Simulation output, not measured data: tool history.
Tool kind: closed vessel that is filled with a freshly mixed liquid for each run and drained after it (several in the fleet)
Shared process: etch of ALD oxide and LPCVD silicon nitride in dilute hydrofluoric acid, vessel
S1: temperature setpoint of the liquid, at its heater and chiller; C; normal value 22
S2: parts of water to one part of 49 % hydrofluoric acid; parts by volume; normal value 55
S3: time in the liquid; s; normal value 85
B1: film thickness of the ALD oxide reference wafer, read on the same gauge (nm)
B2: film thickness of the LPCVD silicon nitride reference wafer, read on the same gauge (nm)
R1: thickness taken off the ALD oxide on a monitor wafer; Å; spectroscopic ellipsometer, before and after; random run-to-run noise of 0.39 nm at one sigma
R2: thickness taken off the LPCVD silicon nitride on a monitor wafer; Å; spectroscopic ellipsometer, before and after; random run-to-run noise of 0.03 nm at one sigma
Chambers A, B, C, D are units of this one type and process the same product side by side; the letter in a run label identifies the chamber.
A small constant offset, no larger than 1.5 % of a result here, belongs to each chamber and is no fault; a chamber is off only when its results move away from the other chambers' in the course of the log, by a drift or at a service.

run,hour,S1,S2,S3,B1,B2,R1,R2
1D,3.4,22,55,85,39.965,129.99,500.47,5.6961
2A,6.3,22,55,85,39.95,130,497.69,5.8676
3B,9.3,22,55,85,40.035,129.99,487.85,5.9001
4C,12.3,22,55,85,40.011,129.99,488.77,5.673
5D,16.5,17.5,55,85,40.016,130,406.96,4.3457
6C,19.1,17.5,55,85,40.016,130.01,405.44,4.2606
7A,21.4,17.5,55,85,40.011,130,408.39,4.2344
8B,23.9,17.5,55,85,39.997,129.99,403.09,3.8689
9B,27.2,22,55,85,39.953,130,489.98,5.1565
10A,30.4,22,55,85,39.996,130.01,497.75,5.5785
11C,33.2,22,65,125,40.001,129.99,600.27,7.4528
12D,35.9,22,65,125,39.972,129.99,610.99,7.3651
13C,38.3,22,65,125,40.002,130,607.27,8.0015
14A,40.3,22,65,125,39.969,129.99,602.76,6.4397
15D,43.2,22,55,85,39.962,130.02,497.28,5.4179
16B,47.2,22,30,65,40.004,129.98,708.71,7.9128
17C,49.5,22,30,65,40.012,130,707.91,7.4124
18D,51.9,22,30,65,39.968,130,712.02,7.2623
19A,53.9,22,30,65,40.023,130.01,720.39,8.1014
20B,56.3,22,35,85,40.017,130.01,788.73,9.374
21D,58.6,22,35,85,39.983,130.01,801.57,9.6005
22A,61.5,22,35,85,39.995,129.99,808.54,8.6959
23C,64.1,22,35,85,39.996,130,784.58,8.581
24B,66.6,22,55,85,40.022,130.01,490.59,5.668
25C,68.5,22,55,85,39.999,130,491.41,5.7128
26D,71.9,22,55,85,40.03,130,491.98,5.5513
27A,76.1,22,55,85,39.973,130,496.22,6.2619
28B,80,19.5,30,85,40.016,130.01,827.27,7.6567
29A,82.7,19.5,30,85,40.004,129.99,856.62,8.8211
30B,85.9,19.5,30,85,40.008,129.98,815.5,9.3676
31D,89.6,19.5,30,85,39.977,130,826.69,8.2805
32C,92.2,22,55,85,40.018,130.02,490.71,5.8376
33C,95.3,22,55,85,39.951,130.01,490,6.2173
34D,97.9,22,55,85,39.969,129.98,497.69,5.96
35A,101,22,55,85,39.982,130,499.82,5.7868
36B,104.4,22,55,85,39.987,130.01,488.72,5.0358
37D,108.6,22,55,85,39.98,129.99,500.99,5.6647
38B,111.3,22,55,85,39.972,130.01,492.86,5.8968
39A,115,20,55,85,40.018,130,463.19,5.3141
40C,118,20,55,85,39.975,130,451.85,5.2968

Next, all 4 chambers run the settings below, one line each with question marks for the results. What does each chamber give?
41A,121,22,55,125,,,?,?
41B,121,22,55,125,,,?,?
41C,121,22,55,125,,,?,?
41D,121,22,55,125,,,?,?

run,R1,R2
41A,737.77,7.9525
41B,720.34,8.3928
41C,733.49,8.4231
41D,745.78,7.8343

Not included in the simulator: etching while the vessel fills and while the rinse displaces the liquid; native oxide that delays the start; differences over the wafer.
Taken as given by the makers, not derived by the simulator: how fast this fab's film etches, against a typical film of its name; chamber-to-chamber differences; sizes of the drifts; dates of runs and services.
